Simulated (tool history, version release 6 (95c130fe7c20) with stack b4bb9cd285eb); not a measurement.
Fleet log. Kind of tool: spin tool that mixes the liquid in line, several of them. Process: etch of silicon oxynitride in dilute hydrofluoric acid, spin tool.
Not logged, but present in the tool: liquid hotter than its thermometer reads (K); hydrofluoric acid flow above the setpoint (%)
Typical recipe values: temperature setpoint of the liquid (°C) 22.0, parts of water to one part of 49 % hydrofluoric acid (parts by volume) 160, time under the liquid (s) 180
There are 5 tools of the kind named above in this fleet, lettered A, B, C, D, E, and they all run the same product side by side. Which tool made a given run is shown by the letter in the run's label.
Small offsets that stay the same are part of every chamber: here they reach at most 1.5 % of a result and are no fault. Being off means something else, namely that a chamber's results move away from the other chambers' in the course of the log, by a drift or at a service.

run	hour	temperature setpoint of the liquid (°C)	parts of water to one part of 49 % hydrofluoric acid (parts by volume)	time under the liquid (s)	hours since the thermometer was replaced	hours since the hydrofluoric acid flow meter was replaced	read-back film thickness of the silicon oxynitride reference wafer, read on the same gauge (nm)	thickness taken off the silicon oxynitride on a monitor wafer (Å)
1D	12.5	22.0	160	180	772.4	1757.4	70.000	13.990
2B	20.6	22.0	160	180	1961.7	101.3	69.989	14.436
3A	30.5	22.0	160	180	98.9	565.8	70.009	13.744
4E	36.9	22.0	160	180	441.3	289.0	70.007	14.286
5C	45.2	22.0	160	180	344.4	359.1	69.996	13.949
# hour 47.4: chamber D: thermometer replaced
6A	56.3	22.0	160	180	124.7	591.6	70.003	14.117
7B	69.1	18.5	160	250	2010.2	149.8	69.994	16.695
8E	77.1	18.5	160	250	481.5	329.2	70.009	16.705
9D	91.7	18.5	160	250	44.3	1836.6	69.998	16.981
10C	104.3	18.5	160	250	403.5	418.2	70.015	16.282
11A	118.2	18.5	160	250	186.6	653.5	70.013	16.607
12C	132.3	22.0	160	180	431.5	446.2	69.979	13.957
13D	144.5	22.0	160	180	97.1	1889.4	70.009	14.546
14E	153.0	22.0	160	180	557.4	405.1	70.019	13.995
15B	162.9	22.0	160	180	2104.0	243.6	69.978	14.574
16B	171.5	22.0	160	180	2112.6	252.2	70.001	14.477
17C	186.3	22.0	160	180	485.5	500.2	70.003	14.274
18D	198.0	22.0	160	180	150.6	1942.9	69.996	14.296
19E	207.5	22.0	160	180	611.9	459.6	70.023	14.211
20A	218.2	22.0	160	180	286.6	753.5	70.002	14.284
21D	227.2	22.0	160	180	179.8	1972.1	69.994	14.036
22A	238.1	22.0	160	180	306.5	773.4	69.988	14.775
23E	246.1	22.0	160	180	650.5	498.2	70.005	14.191
24B	254.4	22.0	130	110	2195.5	335.1	70.012	11.067
25C	267.9	22.0	130	110	567.1	581.8	70.001	10.882
26A	280.0	22.0	130	110	348.4	815.3	70.009	10.893
27B	293.8	22.0	130	110	2234.9	374.5	70.006	11.192
# hour 304.1: chamber E: hydrofluoric acid flow meter replaced
28C	304.3	22.0	130	110	603.5	618.2	70.016	10.566
29E	313.8	22.0	160	180	718.2	9.8	70.036	14.307
# hour 321.6: chamber B: thermometer replaced
30D	323.9	22.0	160	180	276.5	2068.8	70.005	14.794
31E	332.7	22.0	160	180	737.1	28.7	70.004	14.869
32D	342.7	22.0	160	180	295.3	2087.6	70.031	13.976
33A	351.9	22.0	160	180	420.3	887.2	70.015	14.644
34C	361.6	22.0	110	105	660.8	675.5	70.010	12.409
35B	371.1	22.0	110	105	49.5	451.8	69.987	12.591
36E	383.2	22.0	110	105	787.6	79.2	69.984	12.157
37A	397.0	22.0	110	105	465.4	932.3	69.993	12.451
38D	411.1	22.0	110	105	363.7	2156.0	70.008	12.116
39B	419.1	22.0	160	180	97.5	499.8	69.988	14.698
40C	426.2	22.0	160	180	725.4	740.1	70.011	14.191
41E	436.2	22.0	160	180	840.6	132.2	69.993	14.107
42B	443.1	22.0	160	180	121.5	523.8	70.005	14.423

Is one chamber out of step, is the gauge drifting, or do the chambers differ by no more than their own small offsets? For an off chamber, give its letter and the likeliest cause.

Nothing is wrong: each chamber keeps only its own small, steady offset and the gauge holds still.

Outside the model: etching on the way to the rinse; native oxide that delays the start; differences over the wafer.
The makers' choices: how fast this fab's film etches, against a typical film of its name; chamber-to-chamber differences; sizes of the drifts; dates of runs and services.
